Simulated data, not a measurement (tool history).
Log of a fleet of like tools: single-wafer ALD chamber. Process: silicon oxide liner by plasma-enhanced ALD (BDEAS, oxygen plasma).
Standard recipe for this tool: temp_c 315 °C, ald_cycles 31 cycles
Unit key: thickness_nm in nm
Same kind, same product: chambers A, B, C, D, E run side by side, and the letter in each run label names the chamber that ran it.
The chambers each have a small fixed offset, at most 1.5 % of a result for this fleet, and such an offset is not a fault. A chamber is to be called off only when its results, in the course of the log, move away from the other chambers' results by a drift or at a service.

run   hour  temp_c  ald_cycles  read-back reference wafer on the same gauge, thickness_nm  thickness_nm
 1B   13.2     315          31                                                     3.0613        2.7961
 2A   25.7     315          31                                                     3.0558        2.8149
      34.5  -- chamber A: thermocouple changed; heater temperature recalibrated
 3E   37.2     315          31                                                     3.0622        2.7921
 4D   52.7     315          31                                                     3.0588        2.8596
 5C   68.2     315          31                                                     3.0589         2.824
 6E   77.5     309          36                                                     3.0571         3.285
 7B   92.7     309          36                                                     3.0582        3.3234
 8A  108.3     309          36                                                     3.0633        3.2996
 9D  117.9     309          36                                                      3.057          3.33
10C  132.2     309          36                                                     3.0586        3.3297
11A  145.9     315          31                                                     3.0625        2.8135
12B  160.7     315          31                                                     3.0618        2.8196
13D  170.5     315          31                                                      3.061        2.8595
14E    183     304          31                                                      3.059        2.8794
15C  194.6     304          31                                                     3.0627        2.8558
16A  204.7     304          31                                                     3.0627        2.8607
17D  212.2     304          31                                                     3.0533        2.9299
18B  226.9     304          31                                                     3.0582        2.8471
19C  237.9     326          36                                                     3.0624        3.2383
     244.7  -- chamber C: thermocouple changed; heater temperature recalibrated
20E  245.8     326          36                                                     3.0604        3.2379
21B  255.6     326          36                                                     3.0568        3.2263
22C  262.6     326          36                                                     3.0604        3.2117
23D  272.8     326          36                                                     3.0648        3.2818
24E  284.5     315          31                                                     3.0606         2.826
25A  298.8     315          31                                                      3.059        2.8142
26E  312.3     315          31                                                     3.0582        2.8152
27D  319.2     315          31                                                     3.0628        2.8443
28C    330     315          31                                                     3.0611        2.7986
29B  338.6     315          31                                                     3.0622        2.8367
30A    349     315          31                                                     3.0597        2.8054
31D  357.1     315          31                                                       3.06        2.8706
32E  366.4     315          31                                                     3.0607        2.8232
33B  376.1     315          31                                                     3.0585         2.845
34A  390.1     315          31                                                     3.0621        2.8063
35C  402.8     315          31                                                     3.0566        2.8534
36D  412.3     315          31                                                     3.0609         2.865
37C    427     315          31                                                     3.0646        2.7938
38E  439.3     315          31                                                     3.0629        2.8266
39B  454.1     315          31                                                     3.0589        2.8285
40A  465.1     315          31                                                     3.0617        2.7967

Next, all 5 chambers run the settings below, one line each with question marks for the results. What does each chamber give?
41A  476.4     302          31                                                                        ?
41B  476.4     302          31                                                                        ?
41C  476.4     302          31                                                                        ?
41D  476.4     302          31                                                                        ?
41E  476.4     302          31                                                                        ?

run  thickness_nm
41A        2.8683
41B        2.8454
41C        2.8452
41D        2.9074
41E        2.8881
